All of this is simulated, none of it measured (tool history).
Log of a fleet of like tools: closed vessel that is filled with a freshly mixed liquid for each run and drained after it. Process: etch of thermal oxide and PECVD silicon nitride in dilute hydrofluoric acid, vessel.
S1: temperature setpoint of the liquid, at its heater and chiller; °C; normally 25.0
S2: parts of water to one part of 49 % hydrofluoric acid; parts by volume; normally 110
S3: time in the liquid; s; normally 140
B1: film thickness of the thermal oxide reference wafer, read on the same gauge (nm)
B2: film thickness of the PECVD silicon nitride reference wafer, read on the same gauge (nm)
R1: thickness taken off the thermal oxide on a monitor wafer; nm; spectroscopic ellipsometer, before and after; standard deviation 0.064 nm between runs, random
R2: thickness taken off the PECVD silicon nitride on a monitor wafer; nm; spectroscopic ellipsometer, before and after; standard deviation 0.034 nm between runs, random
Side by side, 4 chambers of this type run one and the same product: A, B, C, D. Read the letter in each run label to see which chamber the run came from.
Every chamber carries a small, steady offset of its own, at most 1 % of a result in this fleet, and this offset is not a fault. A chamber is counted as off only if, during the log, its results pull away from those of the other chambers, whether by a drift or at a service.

run   hour    S1   S2   S3       B1      B2       R1       R2
 1C    6.0  25.0  110  140   99.991  139.98   6.3728   7.7015
 2A   12.2  25.0  110  140  100.000  140.00   6.3671   7.7258
 3B   15.4  25.0  110  140  100.010  140.01   6.4019   7.8136
 4D   22.2  25.0  110  140  100.020  140.01   6.3752   7.6599
 5B   25.4  25.0  110  140   99.997  139.99   6.4077   7.7327
 6C   29.7  25.0  110  140   99.984  140.00   6.4585   7.7127
      31.6  -- chamber C: hydrofluoric acid flow meter replaced
 7D   32.7  29.5  110  140  100.000  140.00   7.5578  10.1930
 8A   38.4  29.5  110  140  100.000  139.99   7.6353  10.3560
 9C   43.9  29.5  110  140   99.986  140.01   7.5810  10.2930
10B   48.9  29.5  110  140  100.030  140.00   7.5891  10.2740
11D   53.1  25.0  110  140  100.000  140.00   6.3327   7.6259
12A   58.2  25.0  110  140  100.000  140.02   6.4335   7.7006
13D   65.0  25.0  110  140   99.992  139.99   6.4001   7.6676
14C   71.2  25.0  110  140   99.984  140.01   6.2074   7.7550
15A   77.5  25.0  110  140  100.000  140.00   6.4632   7.7167
16B   82.7  25.0  110  140   99.972  140.00   6.3559   7.7596
17C   86.9  25.0  110  140   99.973  140.02   6.4618   7.7425
18B   90.5  25.0  110  140   99.989  139.99   6.4083   7.7040
19D   95.2  25.0  110  140   99.966  140.02   6.3721   7.6394
20A  101.7  25.0  110  140   99.989  140.00   6.5355   7.6947
21B  108.3  25.0  110  140   99.981  140.01   6.3815   7.7631
22C  113.4  25.0  110  140   99.996  140.01   6.4056   7.7441
23A  117.3  25.0   90  200   99.989  140.00  11.5060  13.3040
24D  122.2  25.0   90  200   99.987  140.00  11.2500  13.1930
25D  127.2  25.0   90  200  100.040  140.00  11.2100  13.3500

Is one chamber out of step, is the gauge drifting, or do the chambers differ by no more than their own small offsets? For an off chamber, give its letter and the likeliest cause.

The fleet is healthy, with each chamber sitting at its usual small offset and no drift in the gauge.
